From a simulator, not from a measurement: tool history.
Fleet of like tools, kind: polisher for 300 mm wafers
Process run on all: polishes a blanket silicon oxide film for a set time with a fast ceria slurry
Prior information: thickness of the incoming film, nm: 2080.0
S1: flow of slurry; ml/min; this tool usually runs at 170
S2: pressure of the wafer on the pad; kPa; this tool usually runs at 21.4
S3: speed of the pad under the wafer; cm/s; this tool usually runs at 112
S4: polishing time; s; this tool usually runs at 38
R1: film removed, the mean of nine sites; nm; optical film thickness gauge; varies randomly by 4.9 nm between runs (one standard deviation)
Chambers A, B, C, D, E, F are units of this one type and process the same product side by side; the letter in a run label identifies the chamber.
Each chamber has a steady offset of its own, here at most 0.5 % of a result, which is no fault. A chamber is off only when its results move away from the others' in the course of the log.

Run 1B, day 0.171: usual settings. Result: R1 605.19 nm.
Run 2F, day 0.350: usual settings. Result: R1 609.69 nm.
Run 3A, day 0.462: usual settings. Result: R1 601.14 nm.
Run 4D, day 0.554: usual settings. Result: R1 600.32 nm.
Run 5C, day 0.671: usual settings. Result: R1 603.85 nm.
At day 0.758: chamber F: slurry nozzle cleaned.
Run 6E, day 0.829: usual settings. Result: R1 615.91 nm.
Run 7E, day 0.975: usual settings but S1 230 ml/min, S4 44 s. Result: R1 736.70 nm.
At day 1.021: chamber C: worn pad replaced by a new one.
At day 1.125: chamber B: worn pad replaced by a new one.
Run 8D, day 1.162: usual settings but S1 230 ml/min, S4 44 s. Result: R1 738.70 nm.
Run 9C, day 1.329: usual settings but S1 230 ml/min, S4 44 s. Result: R1 726.31 nm.
Run 10A, day 1.467: usual settings but S1 230 ml/min, S4 44 s. Result: R1 723.72 nm.
Run 11F, day 1.583: usual settings but S1 230 ml/min, S4 44 s. Result: R1 733.33 nm.
Run 12B, day 1.696: usual settings but S1 230 ml/min, S4 44 s. Result: R1 735.29 nm.
Run 13E, day 1.883: usual settings. Result: R1 609.22 nm.
Run 14A, day 2.042: usual settings. Result: R1 607.82 nm.
Run 15F, day 2.142: usual settings. Result: R1 610.08 nm.
Run 16D, day 2.288: usual settings. Result: R1 607.37 nm.
Run 17C, day 2.383: usual settings. Result: R1 598.38 nm.
Run 18B, day 2.571: usual settings. Result: R1 607.23 nm.
Run 19E, day 2.758: usual settings. Result: R1 608.46 nm.
At day 2.838: chamber E: worn pad replaced by a new one.
Run 20B, day 2.912: usual settings. Result: R1 602.54 nm.
Run 21F, day 3.096: usual settings. Result: R1 614.24 nm.
At day 3.171: chamber D: worn pad replaced by a new one.
Run 22D, day 3.221: usual settings. Result: R1 602.72 nm.
Run 23C, day 3.329: usual settings. Result: R1 608.69 nm.
Run 24A, day 3.521: usual settings but S3 84 cm/s, S4 26 s. Result: R1 309.81 nm.
Run 25F, day 3.633: usual settings but S3 84 cm/s, S4 26 s. Result: R1 311.14 nm.
Run 26D, day 3.779: usual settings but S3 84 cm/s, S4 26 s. Result: R1 314.00 nm.
Run 27B, day 3.904: usual settings but S3 84 cm/s, S4 26 s. Result: R1 309.23 nm.
At day 4.017: chamber C: slurry nozzle cleaned.
Run 28A, day 4.075: usual settings but S3 84 cm/s, S4 26 s. Result: R1 314.28 nm.
At day 4.175: chamber B: worn pad replaced by a new one.
Run 29E, day 4.250: usual settings but S3 84 cm/s, S4 26 s. Result: R1 312.69 nm.
At day 4.283: chamber A: head pressure recalibrated.
Run 30C, day 4.446: usual settings. Result: R1 599.79 nm.
Run 31F, day 4.625: usual settings. Result: R1 614.09 nm.
Run 32B, day 4.729: usual settings but S1 130 ml/min, S3 90 cm/s. Result: R1 467.03 nm.
Run 33C, day 4.917: usual settings but S1 130 ml/min, S3 90 cm/s. Result: R1 471.14 nm.
Run 34D, day 5.017: usual settings but S1 130 ml/min, S3 90 cm/s. Result: R1 462.46 nm.
Run 35A, day 5.112: usual settings but S1 130 ml/min, S3 90 cm/s. Result: R1 472.99 nm.
At day 5.129: chamber C: worn pad replaced by a new one.
Run 36E, day 5.308: usual settings but S1 130 ml/min, S3 90 cm/s. Result: R1 466.27 nm.
Run 37A, day 5.496: usual settings but S1 130 ml/min, S3 90 cm/s. Result: R1 466.74 nm.
Run 38E, day 5.704: usual settings. Result: R1 613.44 nm.
Run 39B, day 5.888: usual settings. Result: R1 607.52 nm.
Run 40D, day 6.054: usual settings. Result: R1 606.00 nm.
Run 41C, day 6.196: usual settings. Result: R1 616.64 nm.
Run 42F, day 6.392: usual settings. Result: R1 603.16 nm.
Run 43B, day 6.596: usual settings. Result: R1 608.26 nm.
Run 44C, day 6.729: usual settings. Result: R1 606.87 nm.

All 6 chambers run these settings next. Forecast each chamber's results:
Run 45A, day 6.879: usual settings. Result: R1 ?.
Run 45B, day 6.879: usual settings. Result: R1 ?.
Run 45C, day 6.879: usual settings. Result: R1 ?.
Run 45D, day 6.879: usual settings. Result: R1 ?.
Run 45E, day 6.879: usual settings. Result: R1 ?.
Run 45F, day 6.879: usual settings. Result: R1 ?.

run      R1
45A  603.40
45B  598.35
45C  612.46
45D  606.65
45E  609.48
45F  606.01
